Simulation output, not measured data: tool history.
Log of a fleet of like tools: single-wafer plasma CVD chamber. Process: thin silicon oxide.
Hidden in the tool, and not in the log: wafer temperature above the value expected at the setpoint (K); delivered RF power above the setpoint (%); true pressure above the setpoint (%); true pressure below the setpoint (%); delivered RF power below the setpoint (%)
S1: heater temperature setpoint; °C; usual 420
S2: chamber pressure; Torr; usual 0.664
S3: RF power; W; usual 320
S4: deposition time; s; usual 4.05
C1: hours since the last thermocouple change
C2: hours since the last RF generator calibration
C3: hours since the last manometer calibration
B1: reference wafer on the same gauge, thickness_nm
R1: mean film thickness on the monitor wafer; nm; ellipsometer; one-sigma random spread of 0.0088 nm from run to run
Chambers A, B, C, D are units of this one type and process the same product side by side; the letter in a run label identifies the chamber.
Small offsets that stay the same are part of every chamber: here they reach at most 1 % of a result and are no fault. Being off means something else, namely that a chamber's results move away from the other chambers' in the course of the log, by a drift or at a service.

{"run": "1C", "hour": 7.0, "S1": 420, "S2": 0.664, "S3": 320, "S4": 4.05, "C1": 340.9, "C2": 633.9, "C3": 644.4, "B1": 5.0512, "R1": 6.2385}
{"run": "2B", "hour": 18.4, "S1": 420, "S2": 0.664, "S3": 320, "S4": 4.05, "C1": 1021.9, "C2": 220.1, "C3": 1177.2, "B1": 5.0512, "R1": 6.2107}
{"run": "3D", "hour": 25.5, "S1": 420, "S2": 0.664, "S3": 320, "S4": 4.05, "C1": 259.3, "C2": 925.6, "C3": 1050.7, "B1": 5.0518, "R1": 6.1917}
{"run": "4A", "hour": 36.2, "S1": 420, "S2": 0.664, "S3": 320, "S4": 4.05, "C1": 134.7, "C2": 893, "C3": 375.5, "B1": 5.0526, "R1": 6.2124}
{"run": "5B", "hour": 44.9, "S1": 420, "S2": 0.664, "S3": 320, "S4": 4.59, "C1": 1048.4, "C2": 246.6, "C3": 1203.7, "B1": 5.0538, "R1": 7.0338}
{"run": "6A", "hour": 56.1, "S1": 420, "S2": 0.664, "S3": 320, "S4": 4.59, "C1": 154.6, "C2": 912.9, "C3": 395.4, "B1": 5.0524, "R1": 7.0521}
{"run": "7C", "hour": 65.5, "S1": 420, "S2": 0.664, "S3": 320, "S4": 4.59, "C1": 399.4, "C2": 692.4, "C3": 702.9, "B1": 5.0542, "R1": 7.0645}
{"run": "8D", "hour": 74.9, "S1": 420, "S2": 0.664, "S3": 320, "S4": 4.59, "C1": 308.7, "C2": 975, "C3": 1100.1, "B1": 5.0556, "R1": 7.0145}
{"run": "9C", "hour": 81.8, "S1": 420, "S2": 0.664, "S3": 320, "S4": 4.05, "C1": 415.7, "C2": 708.7, "C3": 719.2, "B1": 5.055, "R1": 6.2157}
{"run": "10A", "hour": 93.4, "S1": 428, "S2": 0.664, "S3": 320, "S4": 3.72, "C1": 191.9, "C2": 950.2, "C3": 432.7, "B1": 5.0558, "R1": 5.6894}
{"run": "11D", "hour": 105.8, "S1": 428, "S2": 0.664, "S3": 320, "S4": 3.72, "C1": 339.6, "C2": 1005.9, "C3": 1131, "B1": 5.0588, "R1": 5.6576}
{"run": "12B", "hour": 114.0, "S1": 428, "S2": 0.664, "S3": 320, "S4": 3.72, "C1": 1117.5, "C2": 315.7, "C3": 1272.8, "B1": 5.0591, "R1": 5.6748}
{"run": "13B", "hour": 126.8, "S1": 428, "S2": 0.664, "S3": 320, "S4": 3.72, "C1": 1130.3, "C2": 328.5, "C3": 1285.6, "B1": 5.0592, "R1": 5.6797}
{"run": "14A", "hour": 141.0, "S1": 420, "S2": 0.78, "S3": 320, "S4": 4.05, "C1": 239.5, "C2": 997.8, "C3": 480.3, "B1": 5.0615, "R1": 7.3402}
{"run": "15C", "hour": 149.1, "S1": 420, "S2": 0.78, "S3": 320, "S4": 4.05, "C1": 483, "C2": 776, "C3": 786.5, "B1": 5.0601, "R1": 7.3462}
{"run": "16D", "hour": 157.1, "S1": 420, "S2": 0.78, "S3": 320, "S4": 4.05, "C1": 390.9, "C2": 1057.2, "C3": 1182.3, "B1": 5.0631, "R1": 7.3089}
{"run": "17A", "hour": 167.3, "S1": 420, "S2": 0.78, "S3": 320, "S4": 4.05, "C1": 265.8, "C2": 1024.1, "C3": 506.6, "B1": 5.0628, "R1": 7.3326}
{"run": "18B", "hour": 174.3, "S1": 420, "S2": 0.664, "S3": 320, "S4": 4.05, "C1": 1177.8, "C2": 376, "C3": 1333.1, "B1": 5.0633, "R1": 6.2142}
{"run": "19D", "hour": 188.8, "S1": 420, "S2": 0.664, "S3": 320, "S4": 4.05, "C1": 422.6, "C2": 1088.9, "C3": 1214, "B1": 5.0643, "R1": 6.1963}
{"run": "20C", "hour": 200.7, "S1": 412, "S2": 0.664, "S3": 320, "S4": 4.05, "C1": 534.6, "C2": 827.6, "C3": 838.1, "B1": 5.0651, "R1": 6.2841}
{"run": "21D", "hour": 214.1, "S1": 412, "S2": 0.664, "S3": 320, "S4": 4.05, "C1": 447.9, "C2": 1114.2, "C3": 1239.3, "B1": 5.0668, "R1": 6.2277}
{"run": "22A", "hour": 227.3, "S1": 412, "S2": 0.664, "S3": 320, "S4": 4.05, "C1": 325.8, "C2": 1084.1, "C3": 566.6, "B1": 5.0694, "R1": 6.2541}
{"run": "23B", "hour": 234.5, "S1": 412, "S2": 0.664, "S3": 320, "S4": 4.05, "C1": 1238, "C2": 436.2, "C3": 1393.3, "B1": 5.0672, "R1": 6.26}
{"hour": 237.9, "done": "chamber B: capacitance manometer re-zeroed and calibrated"}
{"run": "24C", "hour": 245.1, "S1": 420, "S2": 0.752, "S3": 320, "S4": 4.05, "C1": 579, "C2": 872, "C3": 882.5, "B1": 5.0689, "R1": 7.1115}
{"hour": 249.8, "done": "chamber B: thermocouple changed; heater temperature recalibrated"}
{"run": "25A", "hour": 259.4, "S1": 420, "S2": 0.752, "S3": 320, "S4": 4.05, "C1": 357.9, "C2": 1116.2, "C3": 598.7, "B1": 5.0694, "R1": 7.0872}
{"run": "26C", "hour": 274.2, "S1": 420, "S2": 0.752, "S3": 320, "S4": 4.05, "C1": 608.1, "C2": 901.1, "C3": 911.6, "B1": 5.0716, "R1": 7.1026}
{"run": "27D", "hour": 287.8, "S1": 420, "S2": 0.752, "S3": 320, "S4": 4.05, "C1": 521.6, "C2": 1187.9, "C3": 1313, "B1": 5.072, "R1": 7.0795}
{"run": "28B", "hour": 300.9, "S1": 420, "S2": 0.664, "S3": 320, "S4": 4.05, "C1": 51.2, "C2": 502.6, "C3": 63, "B1": 5.0723, "R1": 6.231}
{"run": "29D", "hour": 309.9, "S1": 420, "S2": 0.664, "S3": 320, "S4": 4.05, "C1": 543.7, "C2": 1210, "C3": 1335.1, "B1": 5.0739, "R1": 6.208}
{"run": "30B", "hour": 320.3, "S1": 420, "S2": 0.664, "S3": 320, "S4": 4.05, "C1": 70.6, "C2": 522, "C3": 82.4, "B1": 5.0742, "R1": 6.2331}
{"run": "31C", "hour": 334.2, "S1": 420, "S2": 0.664, "S3": 320, "S4": 4.05, "C1": 668.1, "C2": 961.1, "C3": 971.6, "B1": 5.0736, "R1": 6.2517}
{"run": "32A", "hour": 344.9, "S1": 420, "S2": 0.664, "S3": 320, "S4": 4.05, "C1": 443.4, "C2": 1201.7, "C3": 684.2, "B1": 5.0771, "R1": 6.2445}
{"run": "33A", "hour": 359.4, "S1": 420, "S2": 0.664, "S3": 320, "S4": 4.05, "C1": 457.9, "C2": 1216.2, "C3": 698.7, "B1": 5.0762, "R1": 6.2456}
{"run": "34C", "hour": 369.5, "S1": 420, "S2": 0.664, "S3": 320, "S4": 4.05, "C1": 703.4, "C2": 996.4, "C3": 1006.9, "B1": 5.0789, "R1": 6.2796}

What goes on in this fleet: one chamber off, a drifting gauge, or nothing beyond the chambers' own small offsets? Name the chamber and the cause, if any.

The gauge drifts, so all chambers seem to drift together. No chamber is off.
What lies behind it: gauge reads high (%) = 0.58.
